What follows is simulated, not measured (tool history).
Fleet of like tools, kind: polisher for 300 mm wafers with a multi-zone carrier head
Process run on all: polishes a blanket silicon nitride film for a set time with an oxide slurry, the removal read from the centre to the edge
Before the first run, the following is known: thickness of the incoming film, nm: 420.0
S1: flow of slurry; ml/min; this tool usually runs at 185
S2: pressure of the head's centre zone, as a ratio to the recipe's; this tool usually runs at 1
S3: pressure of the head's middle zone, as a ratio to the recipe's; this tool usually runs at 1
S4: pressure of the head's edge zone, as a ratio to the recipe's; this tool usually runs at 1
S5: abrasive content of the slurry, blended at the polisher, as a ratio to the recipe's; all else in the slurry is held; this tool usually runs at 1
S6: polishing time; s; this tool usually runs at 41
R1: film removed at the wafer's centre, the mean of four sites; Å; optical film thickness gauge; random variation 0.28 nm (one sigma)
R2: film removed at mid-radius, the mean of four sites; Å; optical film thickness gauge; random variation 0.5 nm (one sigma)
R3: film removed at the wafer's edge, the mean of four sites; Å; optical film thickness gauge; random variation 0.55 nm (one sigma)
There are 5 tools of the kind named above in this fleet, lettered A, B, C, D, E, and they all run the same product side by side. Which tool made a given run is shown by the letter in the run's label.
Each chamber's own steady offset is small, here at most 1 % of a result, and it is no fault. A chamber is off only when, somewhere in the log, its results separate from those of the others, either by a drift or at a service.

run   hour   S1  S2    S3    S4  S5  S6      R1      R2      R3
       4.2  -- chamber C: slurry nozzle cleaned
 1B      6  185   1     1     1   1  41  386.01  379.84  389.58
       6.9  -- chamber E: slurry nozzle cleaned
 2E     13  185   1     1     1   1  41  381.58  375.24  383.71
      13.7  -- chamber A: worn pad replaced by a new one
      15.1  -- chamber B: worn pad replaced by a new one
      17.2  -- chamber B: slurry nozzle cleaned
 3D   18.5  185   1     1     1   1  41  385.91  380.76  380.21
 4A   22.9  185   1     1     1   1  41  375.74  379.94  380.83
 5C   28.1  185   1     1     1   1  41  382.51  374.27  383.29
 6D   34.4  185   1     1     1   1  41  384.73  383.94  379.83
      36.7  -- chamber C: worn pad replaced by a new one
 7E   40.4  185   1     1     1   1  41  376.04  383.86   385.2
 8A     45  185   1     1     1   1  41  380.78  378.23   391.6
      47.9  -- chamber D: worn pad replaced by a new one
 9C   48.4  185   1     1     1   1  41  382.72  389.02  372.01
      52.4  -- chamber E: worn pad replaced by a new one
10B   54.2  185   1     1     1   1  41  381.63  386.64  377.87
11A   58.3  185   1     1     1   1  41  378.89  385.03  378.88
12D   61.8  185   1     1     1   1  28  262.26  261.22  260.62
13E   66.2  185   1     1     1   1  28  262.42  260.37  252.92
14B   71.2  185   1     1     1   1  28  262.91  266.47  262.13
15C   76.5  185   1     1     1   1  28  258.19  257.22   260.1
      79.8  -- chamber C: worn pad replaced by a new one
16A   82.3  185   1     1     1   1  28  257.22  262.31  258.35
      84.5  -- chamber B: worn pad replaced by a new one
17C     88  185   1     1     1   1  41  377.48  375.85  377.15
18B   95.1  185   1     1     1   1  41  385.93  385.58  373.57
19D  101.4  185   1     1     1   1  41  382.95  382.79  375.01
20E  105.1  185   1     1     1   1  41  379.02   385.2  387.55
21A  111.6  185   1     1     1   1  41  381.54  374.73  384.69
22D  117.2  185   1     1     1   1  41   385.6  379.55  394.63
     118.5  -- chamber E: worn pad replaced by a new one
     118.7  -- chamber A: worn pad replaced by a new one
23B  120.7  185   1     1     1   1  41  389.32  390.43  382.67
     127.7  -- chamber C: worn pad replaced by a new one
24E  127.8  185   1     1     1   1  41  377.87  380.97  367.26
25C  134.5  185   1  1.07  1.06   1  41  384.63     402  395.96
26E  141.2  185   1  1.07  1.06   1  41  381.17  418.22  389.04
       142  -- chamber D: worn pad replaced by a new one
     142.9  -- chamber B: worn pad replaced by a new one
27C  147.8  185   1  1.07  1.06   1  41  381.53  398.49  393.47
28B  152.1  185   1  1.07  1.06   1  41  386.95  411.86  388.93
29A  156.2  185   1  1.07  1.06   1  41  379.18  402.14  390.26
30D  163.6  185   1     1     1   1  41  384.48  380.72  388.51
31A  169.6  185   1     1     1   1  41   382.3  376.53  390.41

One chamber off, gauge drift, or nothing amiss beyond the chambers' own small offsets? If it is a chamber, which one, and what is the likeliest cause?

The fleet is healthy, with each chamber sitting at its usual small offset and no drift in the gauge.

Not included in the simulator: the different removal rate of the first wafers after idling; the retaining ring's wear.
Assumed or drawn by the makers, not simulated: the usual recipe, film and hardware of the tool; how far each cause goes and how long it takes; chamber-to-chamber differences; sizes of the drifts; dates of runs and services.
